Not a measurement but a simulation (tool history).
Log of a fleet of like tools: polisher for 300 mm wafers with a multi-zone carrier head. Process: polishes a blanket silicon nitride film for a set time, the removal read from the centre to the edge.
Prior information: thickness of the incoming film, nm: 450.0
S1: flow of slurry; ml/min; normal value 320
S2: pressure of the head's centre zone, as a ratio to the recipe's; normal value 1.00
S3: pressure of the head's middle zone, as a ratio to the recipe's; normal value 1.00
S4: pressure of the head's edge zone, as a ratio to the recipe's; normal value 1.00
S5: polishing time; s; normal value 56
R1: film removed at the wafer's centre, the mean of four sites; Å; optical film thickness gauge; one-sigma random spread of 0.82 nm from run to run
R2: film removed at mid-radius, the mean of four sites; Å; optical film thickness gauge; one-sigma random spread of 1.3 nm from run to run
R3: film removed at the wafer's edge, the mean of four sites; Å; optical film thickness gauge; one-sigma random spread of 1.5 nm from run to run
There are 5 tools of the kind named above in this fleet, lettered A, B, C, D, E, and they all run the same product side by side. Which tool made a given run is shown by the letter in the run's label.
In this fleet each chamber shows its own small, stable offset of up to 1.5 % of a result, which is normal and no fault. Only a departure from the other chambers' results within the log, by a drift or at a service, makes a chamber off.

| run | hour | S1 | S2 | S3 | S4 | S5 | R1 | R2 | R3 |
|---|---|---|---|---|---|---|---|---|---|
| 1D | 4.5 | 320 | 1.00 | 1.00 | 1.00 | 56 | 1150.90 | 1153.90 | 1148.80 |
| 2C | 8.2 | 320 | 1.00 | 1.00 | 1.00 | 56 | 1153.30 | 1159.10 | 1150.70 |
| 3E | 12.4 | 320 | 1.00 | 1.00 | 1.00 | 56 | 1145.80 | 1171.20 | 1168.80 |
|  | 13.6 | chamber D: worn pad replaced by a new one |
| 4A | 15.5 | 320 | 1.00 | 1.00 | 1.00 | 56 | 1140.40 | 1114.50 | 1137.70 |
|  | 15.7 | chamber E: centre zone pressure recalibrated |
| 5B | 20.7 | 320 | 1.00 | 1.00 | 1.00 | 56 | 1148.10 | 1169.40 | 1143.10 |
| 6B | 24.2 | 320 | 1.00 | 1.00 | 1.00 | 56 | 1143.20 | 1155.50 | 1143.50 |
| 7E | 28.8 | 320 | 1.00 | 1.00 | 1.00 | 56 | 1153.70 | 1178.20 | 1189.60 |
| 8C | 34.0 | 320 | 1.00 | 1.00 | 1.00 | 56 | 1134.30 | 1157.70 | 1149.50 |
| 9D | 37.5 | 320 | 1.00 | 1.00 | 1.00 | 56 | 1148.20 | 1109.30 | 1166.00 |
| 10A | 40.0 | 320 | 1.00 | 1.00 | 1.00 | 56 | 1139.30 | 1134.70 | 1137.50 |
| 11B | 43.8 | 370 | 1.00 | 1.00 | 1.00 | 73 | 1511.90 | 1510.40 | 1511.90 |
|  | 44.4 | chamber C: slurry nozzle cleaned |
| 12A | 48.6 | 370 | 1.00 | 1.00 | 1.00 | 73 | 1504.10 | 1477.10 | 1531.30 |
|  | 49.4 | chamber B: worn pad replaced by a new one |
| 13E | 50.9 | 370 | 1.00 | 1.00 | 1.00 | 73 | 1514.30 | 1507.50 | 1563.70 |
| 14D | 53.9 | 370 | 1.00 | 1.00 | 1.00 | 73 | 1525.70 | 1493.10 | 1495.80 |
| 15C | 56.4 | 370 | 1.00 | 1.00 | 1.00 | 73 | 1493.10 | 1471.60 | 1490.70 |
| 16B | 60.4 | 320 | 1.00 | 1.00 | 1.00 | 56 | 1136.70 | 1140.00 | 1144.90 |
| 17A | 63.4 | 320 | 1.00 | 1.00 | 1.00 | 56 | 1137.80 | 1140.10 | 1135.40 |
| 18E | 67.7 | 320 | 1.00 | 1.00 | 1.00 | 56 | 1153.90 | 1173.00 | 1154.10 |
|  | 68.2 | chamber D: worn pad replaced by a new one |
| 19D | 71.2 | 320 | 1.00 | 1.00 | 1.00 | 56 | 1153.20 | 1164.00 | 1151.40 |
| 20C | 75.5 | 320 | 1.00 | 1.00 | 1.00 | 56 | 1118.80 | 1141.50 | 1162.80 |
| 21C | 78.9 | 320 | 1.00 | 1.00 | 1.00 | 56 | 1132.50 | 1143.60 | 1120.50 |
| 22A | 82.9 | 405 | 1.00 | 1.06 | 1.00 | 56 | 1174.70 | 1214.90 | 1145.80 |
| 23B | 87.5 | 405 | 1.00 | 1.06 | 1.00 | 56 | 1167.30 | 1220.90 | 1159.20 |
| 24E | 91.7 | 405 | 1.00 | 1.06 | 1.00 | 56 | 1173.50 | 1253.40 | 1185.50 |
| 25D | 94.5 | 405 | 1.00 | 1.06 | 1.00 | 56 | 1177.70 | 1237.70 | 1174.00 |
| 26B | 97.4 | 405 | 1.00 | 1.06 | 1.00 | 56 | 1172.60 | 1248.80 | 1149.80 |
|  | 99.1 | chamber A: worn pad replaced by a new one |
|  | 100.1 | chamber E: worn pad replaced by a new one |
| 27A | 102.5 | 320 | 1.06 | 1.00 | 1.00 | 39 | 844.85 | 775.06 | 799.70 |
| 28C | 106.2 | 320 | 1.06 | 1.00 | 1.00 | 39 | 831.44 | 783.98 | 795.57 |
| 29E | 110.9 | 320 | 1.06 | 1.00 | 1.00 | 39 | 850.54 | 802.35 | 803.01 |
|  | 111.1 | chamber B: slurry nozzle cleaned |
| 30D | 115.4 | 320 | 1.06 | 1.00 | 1.00 | 39 | 847.02 | 794.22 | 820.73 |
| 31B | 117.7 | 320 | 1.06 | 1.00 | 1.00 | 39 | 858.13 | 792.43 | 804.72 |
|  | 120.1 | chamber B: worn pad replaced by a new one |
| 32C | 122.5 | 320 | 1.00 | 1.00 | 1.00 | 56 | 1094.80 | 1111.20 | 1128.90 |
|  | 127.0 | chamber D: worn pad replaced by a new one |
| 33E | 127.3 | 320 | 1.10 | 1.00 | 1.00 | 56 | 1271.50 | 1149.70 | 1142.60 |
| 34D | 132.6 | 320 | 1.10 | 1.00 | 1.00 | 56 | 1285.70 | 1132.60 | 1163.30 |
|  | 132.8 | chamber A: slurry nozzle cleaned |
| 35A | 136.1 | 320 | 1.10 | 1.00 | 1.00 | 56 | 1258.30 | 1129.40 | 1166.00 |
| 36D | 141.2 | 320 | 1.10 | 1.00 | 1.00 | 56 | 1276.90 | 1135.10 | 1142.40 |
| 37B | 146.4 | 320 | 1.10 | 1.00 | 1.00 | 56 | 1279.60 | 1146.60 | 1140.90 |
| 38C | 149.8 | 320 | 1.00 | 1.00 | 1.00 | 56 | 1089.80 | 1111.60 | 1110.90 |
| 39E | 152.5 | 320 | 1.00 | 0.91 | 0.96 | 56 | 1153.90 | 1054.70 | 1144.20 |
| 40A | 155.8 | 320 | 1.00 | 0.91 | 0.96 | 56 | 1129.30 | 1027.20 | 1113.70 |
| 41B | 160.5 | 320 | 1.00 | 0.91 | 0.96 | 56 | 1150.40 | 1066.40 | 1091.40 |

Has any chamber moved away from the others, gradually or after a service, or does the common gauge drift, or do the chambers differ only by their own small steady offsets? State the chamber and the most likely cause if one applies.

Little by little, chamber C moves away from the other chambers.
Cause: removal rate lost through wear of the pad, % = 5.31.

Chamber C could run next with any of the 4 candidate recipes listed below; each alters the usual settings, and their results appear as question marks. Which one brings its results back in line with what the other chambers deliver on the usual settings?
Maximum distance from the other chambers' mean on the usual settings for a result to count as in line: R1 29.00 Å; R2 46.00 Å; R3 53.00 Å
| 42C-1 | 164.3 | 320 | 1.00 | 1.00 | 1.00 | 59 | ? | ? | ? |
| 42C-2 | 164.3 | 320 | 1.00 | 1.00 | 1.00 | 57 | ? | ? | ? |
| 42C-3 | 164.3 | 320 | 1.00 | 1.00 | 1.00 | 55 | ? | ? | ? |
| 42C-4 | 164.3 | 320 | 1.00 | 1.00 | 1.00 | 53 | ? | ? | ? |

What the other chambers average on the usual settings: R1 1148.70 Å; R2 1146.80 Å; R3 1149.50 Å
| run | R1 | R2 | R3 |
|---|---|---|---|
| 42C-1 | 1137.80 | 1144.60 | 1138.40 |
| 42C-2 | 1099.30 | 1105.80 | 1099.80 |
| 42C-3 | 1060.70 | 1067.00 | 1061.20 |
| 42C-4 | 1022.10 | 1028.20 | 1022.60 |
Change 42C-1 lands the chamber within the allowed miss of the other chambers.

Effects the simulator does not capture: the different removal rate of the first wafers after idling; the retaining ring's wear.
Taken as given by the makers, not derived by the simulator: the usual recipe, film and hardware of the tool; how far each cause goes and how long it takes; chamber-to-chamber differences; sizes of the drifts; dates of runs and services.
